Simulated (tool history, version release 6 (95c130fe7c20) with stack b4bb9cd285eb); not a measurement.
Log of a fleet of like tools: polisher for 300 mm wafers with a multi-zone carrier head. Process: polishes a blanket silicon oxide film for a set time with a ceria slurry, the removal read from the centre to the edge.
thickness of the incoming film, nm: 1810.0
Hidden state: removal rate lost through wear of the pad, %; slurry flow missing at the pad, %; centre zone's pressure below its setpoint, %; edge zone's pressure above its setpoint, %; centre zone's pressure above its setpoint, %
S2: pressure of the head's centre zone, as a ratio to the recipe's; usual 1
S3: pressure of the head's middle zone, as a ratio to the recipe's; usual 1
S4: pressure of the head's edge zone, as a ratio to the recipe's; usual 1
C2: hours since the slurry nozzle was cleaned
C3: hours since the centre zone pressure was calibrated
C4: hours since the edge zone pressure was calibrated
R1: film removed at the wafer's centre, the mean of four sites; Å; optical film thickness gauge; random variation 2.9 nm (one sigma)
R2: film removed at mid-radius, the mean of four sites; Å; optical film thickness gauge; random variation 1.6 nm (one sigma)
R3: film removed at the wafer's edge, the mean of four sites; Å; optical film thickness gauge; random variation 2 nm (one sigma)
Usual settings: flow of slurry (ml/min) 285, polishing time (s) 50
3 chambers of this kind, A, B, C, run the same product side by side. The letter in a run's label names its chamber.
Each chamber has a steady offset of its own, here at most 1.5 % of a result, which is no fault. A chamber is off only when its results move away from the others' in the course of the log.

Run 1A, day 0.175: usual settings; wafers polished on this pad 72; C2 504.9; C3 828.9; C4 896.4. Result: R1 2522.8 Å, R2 2512.9 Å, R3 2522.7 Å.
Run 2B, day 0.392: usual settings; wafers polished on this pad 427; C2 610.5; C3 1164.5; C4 500.6. Result: R1 2545.1 Å, R2 2580.2 Å, R3 2527.2 Å.
Run 3C, day 0.612: usual settings; wafers polished on this pad 797; C2 191.4; C3 130.1; C4 237.2. Result: R1 2577.8 Å, R2 2509.6 Å, R3 2493 Å.
At day 0.633: chamber C: worn pad replaced by a new one.
Run 4A, day 0.779: usual settings; wafers polished on this pad 283; C2 519.4; C3 843.4; C4 910.9. Result: R1 2521.7 Å, R2 2512.3 Å, R3 2468.2 Å.
Run 5C, day 1.017: usual settings; wafers polished on this pad 134; C2 201.1; C3 139.8; C4 246.9. Result: R1 2535.1 Å, R2 2495.1 Å, R3 2515.3 Å.
Run 6B, day 1.254: usual settings but S2 0.96, S4 1.08; wafers polished on this pad 728; C2 631.2; C3 1185.2; C4 521.3. Result: R1 2394.5 Å, R2 2549.5 Å, R3 2649 Å.
Run 7A, day 1.542: usual settings but S2 0.96, S4 1.08; wafers polished on this pad 549; C2 537.7; C3 861.7; C4 929.2. Result: R1 2391.3 Å, R2 2503.5 Å, R3 2628.5 Å.
Run 8B, day 1.738: usual settings but S2 0.96, S4 1.08; wafers polished on this pad 897; C2 642.8; C3 1196.8; C4 532.9. Result: R1 2437 Å, R2 2532.6 Å, R3 2593.6 Å.
At day 1.825: chamber B: worn pad replaced by a new one.
Run 9C, day 2.092: usual settings but polishing time (s) 45; wafers polished on this pad 509; C2 226.9; C3 165.6; C4 272.7. Result: R1 2283.5 Å, R2 2221.5 Å, R3 2255.8 Å.
Run 10B, day 2.412: usual settings but polishing time (s) 45; wafers polished on this pad 205; C2 659; C3 1213; C4 549.1. Result: R1 2259.5 Å, R2 2270.3 Å, R3 2266 Å.
At day 2.625: chamber C: worn pad replaced by a new one.
At day 2.629: chamber A: worn pad replaced by a new one.
Run 11A, day 2.804: usual settings but polishing time (s) 45; wafers polished on this pad 62; C2 568; C3 892; C4 959.5. Result: R1 2290.4 Å, R2 2283.2 Å, R3 2248.3 Å.
Run 12C, day 3.112: usual settings; wafers polished on this pad 170; C2 251.4; C3 190.1; C4 297.2. Result: R1 2536.1 Å, R2 2471.5 Å, R3 2536.1 Å.
Run 13A, day 3.338: usual settings; wafers polished on this pad 248; C2 580.8; C3 904.8; C4 972.3. Result: R1 2513.5 Å, R2 2530 Å, R3 2529.5 Å.
Run 14C, day 3.529: usual settings; wafers polished on this pad 316; C2 261.4; C3 200.1; C4 307.2. Result: R1 2556.1 Å, R2 2474.7 Å, R3 2507.7 Å.
Run 15B, day 3.833: usual settings; wafers polished on this pad 700; C2 693.1; C3 1247.1; C4 583.2. Result: R1 2584.2 Å, R2 2549.1 Å, R3 2538.1 Å.
Run 16A, day 4.004: usual settings but flow of slurry (ml/min) 320; wafers polished on this pad 480; C2 596.8; C3 920.8; C4 988.3. Result: R1 2511 Å, R2 2550.2 Å, R3 2530.9 Å.
Run 17B, day 4.379: usual settings but flow of slurry (ml/min) 320; wafers polished on this pad 891; C2 706.2; C3 1260.2; C4 596.3. Result: R1 2630.3 Å, R2 2587.2 Å, R3 2533.2 Å.
At day 4.388: chamber B: worn pad replaced by a new one.
Run 18C, day 4.567: usual settings but flow of slurry (ml/min) 320; wafers polished on this pad 678; C2 286.3; C3 225; C4 332.1. Result: R1 2590.7 Å, R2 2527.6 Å, R3 2509.7 Å.
At day 4.933: chamber C: worn pad replaced by a new one.
Run 19B, day 4.942: usual settings; wafers polished on this pad 194; C2 719.7; C3 1273.7; C4 609.8. Result: R1 2483 Å, R2 2532.3 Å, R3 2509.4 Å.
Run 20A, day 5.171: usual settings; wafers polished on this pad 887; C2 624.8; C3 948.8; C4 1016.3. Result: R1 2495.1 Å, R2 2515.7 Å, R3 2489.9 Å.
Run 21C, day 5.471: usual settings but S4 0.9; wafers polished on this pad 187; C2 308; C3 246.7; C4 353.8. Result: R1 2542.8 Å, R2 2482 Å, R3 2329 Å.
Run 22B, day 5.75: usual settings but S4 0.9; wafers polished on this pad 476; C2 739.1; C3 1293.1; C4 629.2. Result: R1 2580.5 Å, R2 2558.1 Å, R3 2389.7 Å.
Run 23C, day 5.921: usual settings but S4 0.9; wafers polished on this pad 344; C2 318.8; C3 257.5; C4 364.6. Result: R1 2532 Å, R2 2450 Å, R3 2387.9 Å.

All 3 chambers run these settings next. Forecast each chamber's results:
Run 24A, day 6.204: usual settings. Result: R1 ?, R2 ?, R3 ?.
Run 24B, day 6.204: usual settings. Result: R1 ?, R2 ?, R3 ?.
Run 24C, day 6.204: usual settings. Result: R1 ?, R2 ?, R3 ?.

run      R1      R2      R3
24A    2520  2554.1  2502.7
24B  2513.8  2502.1  2503.1
24C  2562.4  2493.8  2515.8
